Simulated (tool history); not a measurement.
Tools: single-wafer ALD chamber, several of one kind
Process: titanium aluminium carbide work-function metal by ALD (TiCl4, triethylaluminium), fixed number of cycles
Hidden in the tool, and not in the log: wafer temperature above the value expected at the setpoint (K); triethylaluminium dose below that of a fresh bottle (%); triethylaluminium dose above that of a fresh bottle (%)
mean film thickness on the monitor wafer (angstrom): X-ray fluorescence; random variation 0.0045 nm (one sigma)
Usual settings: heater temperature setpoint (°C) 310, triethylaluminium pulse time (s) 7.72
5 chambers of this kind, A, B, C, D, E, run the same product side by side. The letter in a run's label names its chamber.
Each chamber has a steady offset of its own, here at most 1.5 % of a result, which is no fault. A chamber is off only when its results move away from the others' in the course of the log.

run,hour,heater temperature setpoint (°C),triethylaluminium pulse time (s),hours since the last thermocouple change,hours since the last triethylaluminium bottle change,"read-back reference wafer on the same gauge, thickness_nm",mean film thickness on the monitor wafer (angstrom)
1E,4.9,310,7.72,2413.8,456.5,2.2498,20.1
2B,13.2,310,7.72,98.9,1378.7,2.251,20.058
3A,18.4,310,7.72,600.6,885.8,2.2485,19.879
4D,23.8,310,7.72,669,536.9,2.249,19.805
5C,29.9,310,7.72,1281.4,1007.9,2.2495,20.214
6A,36.5,310,7.72,618.7,903.9,2.2508,19.876
7B,42.3,310,7.72,128,1407.8,2.25,20.109
8E,51.9,310,7.72,2460.8,503.5,2.2483,20.115
# hour 54.6: chamber E: thermocouple changed; heater temperature recalibrated
9C,58.5,310,9.09,1310,1036.5,2.2501,20.775
10D,64.8,310,9.09,710,577.9,2.2502,20.46
11D,70.4,310,9.09,715.6,583.5,2.2503,20.359
12C,75.9,310,9.09,1327.4,1053.9,2.2505,20.881
13A,83.2,310,9.09,665.4,950.6,2.2503,20.357
14E,90.9,310,7.72,36.4,542.5,2.2512,20.129
15B,99.7,310,7.72,185.4,1465.2,2.2519,20.175
16C,110.2,310,7.72,1361.7,1088.2,2.249,20.254
17A,120.8,310,7.72,703,988.2,2.2492,19.811
# hour 129.4: chamber D: triethylaluminium bottle replaced
18B,129.9,310,7.72,215.6,1495.4,2.2497,19.969
19E,135,310,7.72,80.5,586.6,2.2513,20.116
20D,143.1,310,7.72,788.3,13.7,2.2502,19.871
21A,150.6,310,7.72,732.8,1018,2.2498,19.847
# hour 152.3: chamber A: triethylaluminium bottle replaced
22C,156.4,310,7.72,1407.9,1134.4,2.2497,20.378
23E,165.5,310,7.72,111,617.1,2.2498,20.049
24B,174,310,7.72,259.7,1539.5,2.2498,20.085
25D,184.5,310,7.72,829.7,55.1,2.2493,19.864
26A,191.3,310,7.72,773.5,39,2.2501,19.857
27E,196.4,310,7.72,141.9,648,2.251,20.179
# hour 198.2: chamber C: triethylaluminium bottle replaced
28C,206.9,310,7.72,1458.4,8.7,2.2502,20.448
29D,213.8,310,7.72,859,84.4,2.2511,19.805
30B,219.1,310,7.72,304.8,1584.6,2.2497,20.001
31C,228.8,310,7.72,1480.3,30.6,2.2494,20.485
32D,237.9,310,7.72,883.1,108.5,2.2496,19.891
33E,248.3,310,7.72,193.8,699.9,2.2511,20.066
34B,256.1,310,4.71,341.8,1621.6,2.2506,17.29
35A,267,310,4.71,849.2,114.7,2.251,17.197
36C,274.5,310,4.71,1526,76.3,2.2509,17.75
37B,281.9,310,4.71,367.6,1647.4,2.2495,17.292
38A,288.3,310,4.71,870.5,136,2.2492,17.158
39D,293.2,310,7.72,938.4,163.8,2.2495,19.793
40E,300.2,310,7.72,245.7,751.8,2.2497,20.128

Is one chamber off against the others, does the gauge drift, or is nothing wrong? If a chamber is off, say which, and what the likeliest cause is.

Chamber C drifts away from the others.
Cause: wafer temperature above the value expected at the setpoint (K) = 4.46.

Here are 4 candidates for chamber C's next run, each the usual settings with a change, their results left as question marks. Which one brings its results back in line with what the others give on the usual settings?
In line means no further than this from the other chambers' mean on the usual settings: mean film thickness on the monitor wafer (angstrom) 0.16
41C-1,308,318,7.72,,,,?
41C-2,308,310,7.24,,,,?
41C-3,308,311,8.03,,,,?
41C-4,308,310,6.61,,,,?

The other chambers' mean on the usual settings: mean film thickness on the monitor wafer (angstrom) 19.956
run,mean film thickness on the monitor wafer (angstrom)
41C-1,21.311
41C-2,20.36
41C-3,20.878
41C-4,19.92
41C-4 brings the chamber back in line.
